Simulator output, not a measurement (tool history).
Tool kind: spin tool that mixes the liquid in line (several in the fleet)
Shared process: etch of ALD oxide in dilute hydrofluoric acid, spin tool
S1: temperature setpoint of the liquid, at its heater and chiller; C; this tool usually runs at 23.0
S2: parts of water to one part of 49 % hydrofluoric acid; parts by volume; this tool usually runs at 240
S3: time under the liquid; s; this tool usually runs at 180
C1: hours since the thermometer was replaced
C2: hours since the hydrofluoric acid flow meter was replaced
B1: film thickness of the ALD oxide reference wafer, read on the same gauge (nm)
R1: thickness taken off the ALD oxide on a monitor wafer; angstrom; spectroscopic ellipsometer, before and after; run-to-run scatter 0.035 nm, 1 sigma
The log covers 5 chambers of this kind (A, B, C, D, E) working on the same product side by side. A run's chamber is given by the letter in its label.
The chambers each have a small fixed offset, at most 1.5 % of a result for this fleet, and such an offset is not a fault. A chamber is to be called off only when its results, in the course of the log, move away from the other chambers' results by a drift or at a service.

Run 1B, hour 4.9: usual settings; C1 71.0; C2 143.2; B1 139.99. Result: R1 68.585 angstrom.
Run 2D, hour 10.2: usual settings; C1 794.0; C2 1134.7; B1 139.99. Result: R1 68.663 angstrom.
Run 3C, hour 12.6: usual settings; C1 637.6; C2 351.4; B1 140.01. Result: R1 67.721 angstrom.
Run 4E, hour 15.7: usual settings; C1 718.8; C2 96.4; B1 139.99. Result: R1 67.932 angstrom.
Run 5A, hour 18.7: usual settings; C1 1950.5; C2 1079.1; B1 139.99. Result: R1 68.709 angstrom.
Run 6C, hour 21.2: usual settings; C1 646.2; C2 360.0; B1 139.99. Result: R1 67.682 angstrom.
Run 7A, hour 26.3: usual settings; C1 1958.1; C2 1086.7; B1 139.98. Result: R1 68.938 angstrom.
Run 8D, hour 29.2: usual settings but S1 25.5 C; C1 813.0; C2 1153.7; B1 139.99. Result: R1 75.366 angstrom.
Run 9B, hour 33.4: usual settings but S1 25.5 C; C1 99.5; C2 171.7; B1 140.00. Result: R1 75.897 angstrom.
Run 10E, hour 36.0: usual settings but S1 25.5 C; C1 739.1; C2 116.7; B1 140.00. Result: R1 73.950 angstrom.
Run 11D, hour 40.4: usual settings but S1 25.5 C; C1 824.2; C2 1164.9; B1 139.99. Result: R1 75.504 angstrom.
Run 12B, hour 43.4: usual settings but S1 25.5 C; C1 109.5; C2 181.7; B1 140.00. Result: R1 75.657 angstrom.
Run 13A, hour 48.2: usual settings; C1 1980.0; C2 1108.6; B1 140.01. Result: R1 68.801 angstrom.
Run 14C, hour 53.4: usual settings but S3 115 s; C1 678.4; C2 392.2; B1 139.99. Result: R1 43.329 angstrom.
Run 15E, hour 56.0: usual settings but S3 115 s; C1 759.1; C2 136.7; B1 139.99. Result: R1 42.592 angstrom.
Run 16D, hour 58.6: usual settings but S3 115 s; C1 842.4; C2 1183.1; B1 140.02. Result: R1 43.592 angstrom.
Run 17C, hour 61.6: usual settings but S3 115 s; C1 686.6; C2 400.4; B1 140.05. Result: R1 43.452 angstrom.
Run 18B, hour 66.4: usual settings but S3 115 s; C1 132.5; C2 204.7; B1 139.98. Result: R1 43.685 angstrom.
Run 19A, hour 70.1: usual settings; C1 2001.9; C2 1130.5; B1 140.00. Result: R1 68.894 angstrom.
Run 20E, hour 74.2: usual settings; C1 777.3; C2 154.9; B1 140.00. Result: R1 66.416 angstrom.
Run 21C, hour 76.9: usual settings but S2 175 parts by volume; C1 701.9; C2 415.7; B1 139.98. Result: R1 99.539 angstrom.
Run 22B, hour 81.5: usual settings but S2 175 parts by volume; C1 147.6; C2 219.8; B1 140.00. Result: R1 100.490 angstrom.
Run 23D, hour 84.1: usual settings but S2 175 parts by volume; C1 867.9; C2 1208.6; B1 139.98. Result: R1 101.310 angstrom.
Run 24A, hour 88.1: usual settings but S2 175 parts by volume; C1 2019.9; C2 1148.5; B1 140.00. Result: R1 100.150 angstrom.
Run 25E, hour 91.5: usual settings but S2 175 parts by volume; C1 794.6; C2 172.2; B1 140.02. Result: R1 96.550 angstrom.
Run 26E, hour 96.3: usual settings; C1 799.4; C2 177.0; B1 139.99. Result: R1 66.112 angstrom.
Run 27C, hour 99.4: usual settings; C1 724.4; C2 438.2; B1 140.00. Result: R1 67.272 angstrom.
Run 28D, hour 104.0: usual settings but S1 21.0 C, S2 180 parts by volume; C1 887.8; C2 1228.5; B1 140.00. Result: R1 90.499 angstrom.
Run 29A, hour 108.8: usual settings but S1 21.0 C, S2 180 parts by volume; C1 2040.6; C2 1169.2; B1 140.00. Result: R1 91.098 angstrom.
Run 30B, hour 111.2: usual settings but S1 21.0 C, S2 180 parts by volume; C1 177.3; C2 249.5; B1 140.00. Result: R1 91.490 angstrom.
Run 31D, hour 116.3: usual settings but S1 21.0 C, S2 180 parts by volume; C1 900.1; C2 1240.8; B1 140.05. Result: R1 90.783 angstrom.
Run 32E, hour 120.0: usual settings but S1 21.0 C, S2 180 parts by volume; C1 823.1; C2 200.7; B1 140.02. Result: R1 85.420 angstrom.
Run 33B, hour 123.2: usual settings; C1 189.3; C2 261.5; B1 139.99. Result: R1 68.827 angstrom.
Run 34A, hour 127.0: usual settings; C1 2058.8; C2 1187.4; B1 140.02. Result: R1 68.869 angstrom.
Run 35C, hour 129.8: usual settings; C1 754.8; C2 468.6; B1 139.99. Result: R1 67.563 angstrom.

The same settings go to every chamber for the next run, one line per chamber below. Forecast the results for each:
Run 36A, hour 133.7: usual settings. Result: R1 ?.
Run 36B, hour 133.7: usual settings. Result: R1 ?.
Run 36C, hour 133.7: usual settings. Result: R1 ?.
Run 36D, hour 133.7: usual settings. Result: R1 ?.
Run 36E, hour 133.7: usual settings. Result: R1 ?.

run      R1
36A  69.102
36B  68.857
36C  68.175
36D  68.472
36E  64.564
